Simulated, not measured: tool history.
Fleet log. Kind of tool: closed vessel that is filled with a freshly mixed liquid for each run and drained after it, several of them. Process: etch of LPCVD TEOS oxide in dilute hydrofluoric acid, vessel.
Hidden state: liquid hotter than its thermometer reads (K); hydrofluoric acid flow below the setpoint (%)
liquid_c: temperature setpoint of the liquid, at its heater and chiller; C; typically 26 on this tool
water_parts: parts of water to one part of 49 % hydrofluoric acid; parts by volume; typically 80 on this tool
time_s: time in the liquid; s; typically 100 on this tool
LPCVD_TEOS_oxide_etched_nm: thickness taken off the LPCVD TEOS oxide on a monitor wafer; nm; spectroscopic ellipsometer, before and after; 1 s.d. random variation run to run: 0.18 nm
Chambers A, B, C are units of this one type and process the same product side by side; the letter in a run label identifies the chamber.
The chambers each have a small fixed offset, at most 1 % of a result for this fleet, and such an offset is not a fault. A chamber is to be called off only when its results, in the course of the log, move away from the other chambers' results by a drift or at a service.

| run | hour | liquid_c | water_parts | time_s | hours since the thermometer was replaced | hours since the hydrofluoric acid flow meter was replaced | read-back film thickness of the LPCVD TEOS oxide reference wafer, read on the same gauge (nm) | LPCVD_TEOS_oxide_etched_nm |
|---|---|---|---|---|---|---|---|---|
| 1A | 5.7 | 26 | 80 | 100 | 294.2 | 150.1 | 99.947 | 41.897 |
| 2B | 12.9 | 26 | 80 | 100 | 1612.3 | 139.6 | 100.03 | 42.173 |
| 3C | 20.6 | 26 | 80 | 100 | 1898.6 | 280.2 | 99.96 | 41.573 |
| 4A | 28.1 | 26 | 80 | 100 | 316.6 | 172.5 | 99.971 | 41.687 |
| 5B | 32.7 | 26 | 80 | 100 | 1632.1 | 159.4 | 100.02 | 42.028 |
| 6C | 38 | 26 | 80 | 100 | 1916 | 297.6 | 100.01 | 41.695 |
| 7A | 43.8 | 26 | 80 | 100 | 332.3 | 188.2 | 100.02 | 41.61 |
| 8C | 52.9 | 26 | 80 | 100 | 1930.9 | 312.5 | 100.02 | 42.011 |
|  | 53.6 | chamber B: thermometer replaced |
| 9B | 60.7 | 26 | 80 | 100 | 7.2 | 187.4 | 99.98 | 42.101 |
| 10C | 70.8 | 26 | 80 | 100 | 1948.8 | 330.4 | 99.953 | 41.488 |
| 11A | 77 | 26 | 80 | 100 | 365.5 | 221.4 | 99.946 | 40.885 |
| 12B | 82.7 | 23.5 | 80 | 100 | 29.2 | 209.4 | 100 | 37.733 |
| 13C | 87.8 | 23.5 | 80 | 100 | 1965.8 | 347.4 | 100.02 | 38.061 |
| 14B | 92.7 | 23.5 | 80 | 100 | 39.2 | 219.4 | 100.01 | 37.969 |
| 15A | 98.1 | 26 | 80 | 100 | 386.6 | 242.5 | 99.996 | 40.705 |
| 16A | 104.8 | 26 | 80 | 100 | 393.3 | 249.2 | 100.02 | 41.252 |
| 17B | 110.1 | 26 | 80 | 100 | 56.6 | 236.8 | 99.996 | 42.174 |
| 18C | 116.4 | 26 | 80 | 100 | 1994.4 | 376 | 99.98 | 42.055 |
| 19A | 126.8 | 26 | 80 | 100 | 415.3 | 271.2 | 99.994 | 40.749 |
| 20B | 137.2 | 26 | 80 | 100 | 83.7 | 263.9 | 100 | 42.145 |
| 21C | 146.6 | 26 | 80 | 100 | 2024.6 | 406.2 | 99.964 | 41.788 |
| 22C | 152.6 | 26 | 80 | 100 | 2030.6 | 412.2 | 99.992 | 42.237 |
| 23A | 159.3 | 24 | 80 | 100 | 447.8 | 303.7 | 99.977 | 37.432 |
| 24B | 165.8 | 24 | 80 | 100 | 112.3 | 292.5 | 100 | 38.555 |
| 25C | 176.1 | 24 | 80 | 100 | 2054.1 | 435.7 | 100.03 | 38.625 |
| 26A | 184.7 | 26 | 80 | 100 | 473.2 | 329.1 | 99.962 | 40.214 |
| 27B | 194.2 | 26 | 80 | 100 | 140.7 | 320.9 | 100.02 | 42.243 |
| 28B | 204.9 | 26 | 80 | 100 | 151.4 | 331.6 | 99.99 | 41.793 |
| 29A | 210.8 | 26 | 80 | 145 | 499.3 | 355.2 | 99.961 | 57.795 |
| 30C | 216.8 | 26 | 80 | 145 | 2094.8 | 476.4 | 100.03 | 60.543 |

Is one chamber off against the others, does the gauge drift, or is nothing wrong? If a chamber is off, say which, and what the likeliest cause is.

One chamber, A, drifts off from the rest bit by bit.
Cause: hydrofluoric acid flow below the setpoint (%) = 4.18.
It could be hard to tell apart here from: liquid colder than its thermometer reads (K).

Here are 4 candidates for chamber A's next run, each the usual settings with a change, their results left as question marks. Which one brings its results back in line with what the others give on the usual settings?
In line means no further than this from the other chambers' mean on the usual settings: LPCVD_TEOS_oxide_etched_nm 0.64 nm
| 31A-1 | 224.5 | 26 | 80 | 105 |  |  |  | ? |
| 31A-2 | 224.5 | 26 | 80 | 90 |  |  |  | ? |
| 31A-3 | 224.5 | 26 | 80 | 95 |  |  |  | ? |
| 31A-4 | 224.5 | 28.5 | 80 | 100 |  |  |  | ? |

On the usual settings, the other chambers give on average: LPCVD_TEOS_oxide_etched_nm 41.872 nm
| run | LPCVD_TEOS_oxide_etched_nm |
|---|---|
| 31A-1 | 41.851 |
| 31A-2 | 35.872 |
| 31A-3 | 37.865 |
| 31A-4 | 43.986 |
31A-1 brings the chamber back in line.
